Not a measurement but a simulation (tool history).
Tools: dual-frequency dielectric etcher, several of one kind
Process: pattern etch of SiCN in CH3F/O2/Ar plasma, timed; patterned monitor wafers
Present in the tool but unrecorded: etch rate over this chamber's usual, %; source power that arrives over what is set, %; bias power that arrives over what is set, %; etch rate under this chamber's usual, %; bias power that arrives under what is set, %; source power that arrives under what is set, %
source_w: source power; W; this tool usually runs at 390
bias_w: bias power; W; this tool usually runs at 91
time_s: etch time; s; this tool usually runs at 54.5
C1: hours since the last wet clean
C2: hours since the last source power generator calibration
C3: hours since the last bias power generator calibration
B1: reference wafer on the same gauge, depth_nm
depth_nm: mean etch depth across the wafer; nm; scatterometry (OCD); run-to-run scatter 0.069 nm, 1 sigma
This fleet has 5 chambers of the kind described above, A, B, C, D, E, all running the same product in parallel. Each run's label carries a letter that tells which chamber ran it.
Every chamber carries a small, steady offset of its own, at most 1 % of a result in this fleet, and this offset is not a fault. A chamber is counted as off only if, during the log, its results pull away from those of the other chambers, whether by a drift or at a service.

{"day": 0.246, "done": "chamber B: source power generator calibrated"}
{"run": "1B", "day": 0.288, "source_w": 390, "bias_w": 91, "time_s": 54.5, "C1": 120.3, "C2": 1.0, "C3": 2211.8, "B1": 21.298, "depth_nm": 21.998}
{"run": "2A", "day": 0.508, "source_w": 390, "bias_w": 91, "time_s": 54.5, "C1": 220.3, "C2": 1863.1, "C3": 3880.1, "B1": 21.314, "depth_nm": 21.947}
{"run": "3D", "day": 0.733, "source_w": 390, "bias_w": 91, "time_s": 54.5, "C1": 152.1, "C2": 136.6, "C3": 1823.8, "B1": 21.313, "depth_nm": 21.962}
{"run": "4C", "day": 0.962, "source_w": 390, "bias_w": 91, "time_s": 54.5, "C1": 189.0, "C2": 1389.6, "C3": 1302.7, "B1": 21.301, "depth_nm": 21.987}
{"run": "5E", "day": 1.254, "source_w": 390, "bias_w": 91, "time_s": 54.5, "C1": 254.1, "C2": 2287.4, "C3": 3449.3, "B1": 21.285, "depth_nm": 21.985}
{"run": "6C", "day": 1.446, "source_w": 390, "bias_w": 91, "time_s": 69.5, "C1": 200.6, "C2": 1401.2, "C3": 1314.3, "B1": 21.318, "depth_nm": 27.863}
{"run": "7E", "day": 1.642, "source_w": 390, "bias_w": 91, "time_s": 69.5, "C1": 263.4, "C2": 2296.7, "C3": 3458.6, "B1": 21.319, "depth_nm": 28.256}
{"run": "8A", "day": 1.983, "source_w": 390, "bias_w": 91, "time_s": 69.5, "C1": 255.7, "C2": 1898.5, "C3": 3915.5, "B1": 21.297, "depth_nm": 27.937}
{"run": "9B", "day": 2.246, "source_w": 390, "bias_w": 91, "time_s": 69.5, "C1": 167.3, "C2": 48.0, "C3": 2258.8, "B1": 21.309, "depth_nm": 28.137}
{"run": "10D", "day": 2.433, "source_w": 390, "bias_w": 91, "time_s": 69.5, "C1": 192.9, "C2": 177.4, "C3": 1864.6, "B1": 21.286, "depth_nm": 27.899}
{"run": "11C", "day": 2.633, "source_w": 390, "bias_w": 91, "time_s": 54.5, "C1": 229.1, "C2": 1429.7, "C3": 1342.8, "B1": 21.316, "depth_nm": 22.046}
{"run": "12B", "day": 2.817, "source_w": 390, "bias_w": 91, "time_s": 54.5, "C1": 181.0, "C2": 61.7, "C3": 2272.5, "B1": 21.316, "depth_nm": 21.953}
{"run": "13D", "day": 3.088, "source_w": 390, "bias_w": 91, "time_s": 54.5, "C1": 208.6, "C2": 193.1, "C3": 1880.3, "B1": 21.327, "depth_nm": 21.978}
{"run": "14A", "day": 3.375, "source_w": 300, "bias_w": 91, "time_s": 46.0, "C1": 289.1, "C2": 1931.9, "C3": 3948.9, "B1": 21.291, "depth_nm": 16.762}
{"run": "15E", "day": 3.596, "source_w": 300, "bias_w": 91, "time_s": 46.0, "C1": 310.3, "C2": 2343.6, "C3": 3505.5, "B1": 21.293, "depth_nm": 16.904}
{"run": "16B", "day": 3.946, "source_w": 300, "bias_w": 91, "time_s": 46.0, "C1": 208.1, "C2": 88.8, "C3": 2299.6, "B1": 21.311, "depth_nm": 16.928}
{"run": "17C", "day": 4.254, "source_w": 300, "bias_w": 91, "time_s": 46.0, "C1": 268.0, "C2": 1468.6, "C3": 1381.7, "B1": 21.296, "depth_nm": 16.631}
{"run": "18A", "day": 4.533, "source_w": 300, "bias_w": 91, "time_s": 46.0, "C1": 316.9, "C2": 1959.7, "C3": 3976.7, "B1": 21.32, "depth_nm": 16.772}
{"run": "19E", "day": 4.808, "source_w": 330, "bias_w": 98, "time_s": 54.5, "C1": 339.4, "C2": 2372.7, "C3": 3534.6, "B1": 21.308, "depth_nm": 21.365}
{"run": "20D", "day": 4.983, "source_w": 330, "bias_w": 98, "time_s": 54.5, "C1": 254.1, "C2": 238.6, "C3": 1925.8, "B1": 21.29, "depth_nm": 21.328}
{"run": "21E", "day": 5.175, "source_w": 330, "bias_w": 98, "time_s": 54.5, "C1": 348.2, "C2": 2381.5, "C3": 3543.4, "B1": 21.294, "depth_nm": 21.277}
{"run": "22C", "day": 5.404, "source_w": 330, "bias_w": 98, "time_s": 54.5, "C1": 295.6, "C2": 1496.2, "C3": 1409.3, "B1": 21.297, "depth_nm": 21.127}
{"run": "23A", "day": 5.579, "source_w": 330, "bias_w": 98, "time_s": 54.5, "C1": 342.0, "C2": 1984.8, "C3": 4001.8, "B1": 21.312, "depth_nm": 21.303}
{"run": "24D", "day": 5.783, "source_w": 390, "bias_w": 91, "time_s": 54.5, "C1": 273.3, "C2": 257.8, "C3": 1945.0, "B1": 21.309, "depth_nm": 22.146}
{"run": "25B", "day": 6.125, "source_w": 390, "bias_w": 91, "time_s": 54.5, "C1": 260.4, "C2": 141.1, "C3": 2351.9, "B1": 21.312, "depth_nm": 22.018}
{"run": "26D", "day": 6.342, "source_w": 390, "bias_w": 91, "time_s": 54.5, "C1": 286.7, "C2": 271.2, "C3": 1958.4, "B1": 21.278, "depth_nm": 22.086}
{"run": "27C", "day": 6.533, "source_w": 390, "bias_w": 91, "time_s": 54.5, "C1": 322.7, "C2": 1523.3, "C3": 1436.4, "B1": 21.29, "depth_nm": 21.698}
{"run": "28A", "day": 6.712, "source_w": 390, "bias_w": 91, "time_s": 54.5, "C1": 369.2, "C2": 2012.0, "C3": 4029.0, "B1": 21.294, "depth_nm": 21.787}
{"run": "29B", "day": 6.921, "source_w": 390, "bias_w": 91, "time_s": 54.5, "C1": 279.5, "C2": 160.2, "C3": 2371.0, "B1": 21.308, "depth_nm": 21.96}
{"run": "30E", "day": 7.262, "source_w": 390, "bias_w": 91, "time_s": 54.5, "C1": 398.3, "C2": 2431.6, "C3": 3593.5, "B1": 21.288, "depth_nm": 22.058}
{"run": "31D", "day": 7.579, "source_w": 330, "bias_w": 91, "time_s": 54.5, "C1": 316.4, "C2": 300.9, "C3": 1988.1, "B1": 21.313, "depth_nm": 20.615}
{"run": "32E", "day": 7.775, "source_w": 330, "bias_w": 91, "time_s": 54.5, "C1": 410.6, "C2": 2443.9, "C3": 3605.8, "B1": 21.289, "depth_nm": 20.816}
{"run": "33C", "day": 8.029, "source_w": 330, "bias_w": 91, "time_s": 54.5, "C1": 358.6, "C2": 1559.2, "C3": 1472.3, "B1": 21.318, "depth_nm": 20.39}
{"run": "34B", "day": 8.367, "source_w": 330, "bias_w": 91, "time_s": 54.5, "C1": 314.2, "C2": 194.9, "C3": 2405.7, "B1": 21.302, "depth_nm": 20.625}
{"run": "35A", "day": 8.646, "source_w": 330, "bias_w": 91, "time_s": 54.5, "C1": 415.6, "C2": 2058.4, "C3": 4075.4, "B1": 21.314, "depth_nm": 20.611}
{"run": "36D", "day": 8.804, "source_w": 390, "bias_w": 91, "time_s": 54.5, "C1": 345.8, "C2": 330.3, "C3": 2017.5, "B1": 21.296, "depth_nm": 22.004}
{"run": "37E", "day": 9.142, "source_w": 390, "bias_w": 91, "time_s": 54.5, "C1": 443.4, "C2": 2476.7, "C3": 3638.6, "B1": 21.296, "depth_nm": 22.005}
{"run": "38C", "day": 9.325, "source_w": 390, "bias_w": 91, "time_s": 54.5, "C1": 389.7, "C2": 1590.3, "C3": 1503.4, "B1": 21.321, "depth_nm": 21.552}
{"run": "39B", "day": 9.575, "source_w": 390, "bias_w": 91, "time_s": 54.5, "C1": 343.2, "C2": 223.9, "C3": 2434.7, "B1": 21.309, "depth_nm": 21.796}
{"run": "40A", "day": 9.9, "source_w": 390, "bias_w": 91, "time_s": 54.5, "C1": 445.7, "C2": 2088.5, "C3": 4105.5, "B1": 21.298, "depth_nm": 21.867}

Decide between three cases: one chamber stands off from its peers, the gauge reading all wafers drifts, or nothing is wrong past each chamber's small offset. Where a chamber is off, say which and what most likely put it there.

Chamber C drifts away from the others.
Likeliest cause: etch rate under this chamber's usual, % = 2.31.
From this log alone, it may not be told apart from: source power that arrives under what is set, %; bias power that arrives under what is set, %.

Which of the 4 candidates below, each the usual settings with something changed and its results left as question marks, puts chamber C back in line with what the other chambers give on the usual settings?
Maximum distance from the other chambers' mean on the usual settings for a result to count as in line: depth_nm 0.240 nm
{"run": "41C-1", "day": 10.158, "source_w": 390, "bias_w": 91, "time_s": 57.0, "depth_nm": "?"}
{"run": "41C-2", "day": 10.158, "source_w": 390, "bias_w": 97, "time_s": 54.5, "depth_nm": "?"}
{"run": "41C-3", "day": 10.158, "source_w": 390, "bias_w": 91, "time_s": 52.0, "depth_nm": "?"}
{"run": "41C-4", "day": 10.158, "source_w": 390, "bias_w": 91, "time_s": 53.0, "depth_nm": "?"}

The other chambers' mean on the usual settings: depth_nm 21.981 nm
run=41C-1 depth_nm=22.449
run=41C-2 depth_nm=21.978
run=41C-3 depth_nm=20.480
run=41C-4 depth_nm=20.874
The answer is 41C-2, which returns the chamber to within the allowed miss of the others.

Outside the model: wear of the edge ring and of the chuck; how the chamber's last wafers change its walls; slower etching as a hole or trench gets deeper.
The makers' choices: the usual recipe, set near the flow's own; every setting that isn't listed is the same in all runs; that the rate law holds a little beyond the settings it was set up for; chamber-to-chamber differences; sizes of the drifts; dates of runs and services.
